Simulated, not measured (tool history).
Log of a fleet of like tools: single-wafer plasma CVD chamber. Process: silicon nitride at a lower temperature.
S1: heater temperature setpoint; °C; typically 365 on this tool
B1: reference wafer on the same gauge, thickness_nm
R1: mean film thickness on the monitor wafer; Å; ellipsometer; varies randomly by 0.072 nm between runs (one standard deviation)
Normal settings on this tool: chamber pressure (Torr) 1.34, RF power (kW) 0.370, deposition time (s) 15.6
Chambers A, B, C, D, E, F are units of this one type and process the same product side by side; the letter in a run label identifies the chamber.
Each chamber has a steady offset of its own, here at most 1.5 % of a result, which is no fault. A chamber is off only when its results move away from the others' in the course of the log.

run 1C day=0.638 | S1=365 chamber_pressure_(Torr)=1.34 RF_power_(kW)=0.370 deposition_time_(s)=15.6 | B1=20.688 | R1=196.51
run 2D day=1.217 | S1=365 chamber_pressure_(Torr)=1.34 RF_power_(kW)=0.370 deposition_time_(s)=15.6 | B1=20.694 | R1=201.01
run 3F day=1.800 | S1=365 chamber_pressure_(Torr)=1.34 RF_power_(kW)=0.370 deposition_time_(s)=15.6 | B1=20.694 | R1=200.47
run 4A day=2.279 | S1=365 chamber_pressure_(Torr)=1.34 RF_power_(kW)=0.370 deposition_time_(s)=15.6 | B1=20.700 | R1=199.01
run 5E day=2.908 | S1=365 chamber_pressure_(Torr)=1.34 RF_power_(kW)=0.370 deposition_time_(s)=15.6 | B1=20.712 | R1=198.20
run 6B day=3.404 | S1=365 chamber_pressure_(Torr)=1.34 RF_power_(kW)=0.370 deposition_time_(s)=15.6 | B1=20.719 | R1=197.37
run 7D day=3.838 | S1=365 chamber_pressure_(Torr)=1.34 RF_power_(kW)=0.370 deposition_time_(s)=15.6 | B1=20.696 | R1=201.11
run 8F day=4.333 | S1=365 chamber_pressure_(Torr)=1.34 RF_power_(kW)=0.325 deposition_time_(s)=13.2 | B1=20.702 | R1=155.90
run 9B day=4.708 | S1=365 chamber_pressure_(Torr)=1.34 RF_power_(kW)=0.325 deposition_time_(s)=13.2 | B1=20.702 | R1=152.34
run 10E day=5.096 | S1=365 chamber_pressure_(Torr)=1.34 RF_power_(kW)=0.325 deposition_time_(s)=13.2 | B1=20.705 | R1=155.36
run 11C day=5.388 | S1=365 chamber_pressure_(Torr)=1.34 RF_power_(kW)=0.325 deposition_time_(s)=13.2 | B1=20.701 | R1=152.37
run 12A day=5.967 | S1=365 chamber_pressure_(Torr)=1.34 RF_power_(kW)=0.325 deposition_time_(s)=13.2 | B1=20.696 | R1=154.58
run 13E day=6.342 | S1=365 chamber_pressure_(Torr)=1.34 RF_power_(kW)=0.325 deposition_time_(s)=13.2 | B1=20.701 | R1=153.49
run 14F day=6.896 | S1=365 chamber_pressure_(Torr)=1.34 RF_power_(kW)=0.370 deposition_time_(s)=15.6 | B1=20.694 | R1=202.10
run 15D day=7.250 | S1=365 chamber_pressure_(Torr)=1.34 RF_power_(kW)=0.370 deposition_time_(s)=14.5 | B1=20.688 | R1=186.17
-- day=7.454 chamber F: RF generator calibrated
run 16C day=7.779 | S1=365 chamber_pressure_(Torr)=1.34 RF_power_(kW)=0.370 deposition_time_(s)=14.5 | B1=20.700 | R1=180.74
run 17B day=8.208 | S1=365 chamber_pressure_(Torr)=1.34 RF_power_(kW)=0.370 deposition_time_(s)=14.5 | B1=20.681 | R1=183.02
-- day=8.225 chamber D: RF generator calibrated
run 18A day=8.542 | S1=365 chamber_pressure_(Torr)=1.34 RF_power_(kW)=0.370 deposition_time_(s)=14.5 | B1=20.700 | R1=182.84
-- day=8.967 chamber D: capacitance manometer re-zeroed and calibrated
run 19F day=9.142 | S1=365 chamber_pressure_(Torr)=1.34 RF_power_(kW)=0.370 deposition_time_(s)=14.5 | B1=20.707 | R1=185.93
run 20B day=9.608 | S1=365 chamber_pressure_(Torr)=1.34 RF_power_(kW)=0.370 deposition_time_(s)=14.5 | B1=20.702 | R1=183.02
run 21E day=10.196 | S1=365 chamber_pressure_(Torr)=1.34 RF_power_(kW)=0.340 deposition_time_(s)=15.6 | B1=20.710 | R1=188.44
run 22C day=10.650 | S1=365 chamber_pressure_(Torr)=1.34 RF_power_(kW)=0.340 deposition_time_(s)=15.6 | B1=20.693 | R1=182.73
run 23D day=11.021 | S1=365 chamber_pressure_(Torr)=1.34 RF_power_(kW)=0.340 deposition_time_(s)=15.6 | B1=20.681 | R1=189.87
run 24A day=11.662 | S1=365 chamber_pressure_(Torr)=1.34 RF_power_(kW)=0.340 deposition_time_(s)=15.6 | B1=20.682 | R1=189.50
-- day=12.008 chamber B: capacitance manometer re-zeroed and calibrated
run 25E day=12.229 | S1=365 chamber_pressure_(Torr)=1.34 RF_power_(kW)=0.340 deposition_time_(s)=15.6 | B1=20.710 | R1=186.60
run 26F day=12.846 | S1=365 chamber_pressure_(Torr)=1.34 RF_power_(kW)=0.340 deposition_time_(s)=15.6 | B1=20.723 | R1=189.08
run 27B day=13.188 | S1=365 chamber_pressure_(Torr)=1.34 RF_power_(kW)=0.370 deposition_time_(s)=15.6 | B1=20.705 | R1=198.38
run 28D day=13.592 | S1=365 chamber_pressure_(Torr)=1.34 RF_power_(kW)=0.370 deposition_time_(s)=15.6 | B1=20.690 | R1=200.63
run 29C day=13.892 | S1=365 chamber_pressure_(Torr)=1.15 RF_power_(kW)=0.320 deposition_time_(s)=15.6 | B1=20.718 | R1=167.49
run 30A day=14.183 | S1=365 chamber_pressure_(Torr)=1.15 RF_power_(kW)=0.320 deposition_time_(s)=15.6 | B1=20.680 | R1=172.43
run 31F day=14.604 | S1=365 chamber_pressure_(Torr)=1.15 RF_power_(kW)=0.320 deposition_time_(s)=15.6 | B1=20.709 | R1=174.88
run 32A day=14.992 | S1=365 chamber_pressure_(Torr)=1.15 RF_power_(kW)=0.320 deposition_time_(s)=15.6 | B1=20.695 | R1=173.03
run 33B day=15.471 | S1=365 chamber_pressure_(Torr)=1.15 RF_power_(kW)=0.320 deposition_time_(s)=15.6 | B1=20.696 | R1=171.67
run 34D day=16.017 | S1=365 chamber_pressure_(Torr)=1.15 RF_power_(kW)=0.320 deposition_time_(s)=15.6 | B1=20.713 | R1=174.59
run 35E day=16.525 | S1=365 chamber_pressure_(Torr)=1.34 RF_power_(kW)=0.370 deposition_time_(s)=18.0 | B1=20.712 | R1=229.40
run 36C day=17.062 | S1=365 chamber_pressure_(Torr)=1.34 RF_power_(kW)=0.370 deposition_time_(s)=18.0 | B1=20.718 | R1=218.32
run 37A day=17.629 | S1=365 chamber_pressure_(Torr)=1.34 RF_power_(kW)=0.370 deposition_time_(s)=18.0 | B1=20.685 | R1=228.84
run 38C day=18.025 | S1=365 chamber_pressure_(Torr)=1.34 RF_power_(kW)=0.370 deposition_time_(s)=18.0 | B1=20.687 | R1=217.38

One chamber off, gauge drift, or nothing amiss beyond the chambers' own small offsets? If it is a chamber, which one, and what is the likeliest cause?

One chamber, C, drifts off from the rest bit by bit.
Cause: delivered RF power below the setpoint (%) = 7.21.

Which of the 4 candidates below, each the usual settings with something changed and its results left as question marks, puts chamber C back in line with what the other chambers give on the usual settings?
To be in line, a result may differ from the other chambers' mean on the usual settings by at most: R1 2.50 Å
run 39C-1 day=18.504 | S1=365 chamber_pressure_(Torr)=1.34 RF_power_(kW)=0.370 deposition_time_(s)=16.5 | R1=?
run 39C-2 day=18.504 | S1=365 chamber_pressure_(Torr)=1.33 RF_power_(kW)=0.365 deposition_time_(s)=15.4 | R1=?
run 39C-3 day=18.504 | S1=365 chamber_pressure_(Torr)=1.34 RF_power_(kW)=0.360 deposition_time_(s)=15.0 | R1=?
run 39C-4 day=18.504 | S1=365 chamber_pressure_(Torr)=1.35 RF_power_(kW)=0.375 deposition_time_(s)=15.9 | R1=?

Usual-settings mean across the other chambers: R1 198.96 Å
run=39C-1 R1=198.65
run=39C-2 R1=183.42
run=39C-3 R1=177.48
run=39C-4 R1=193.51
The right change is 39C-1: it brings the chamber back within the allowed miss of the others.
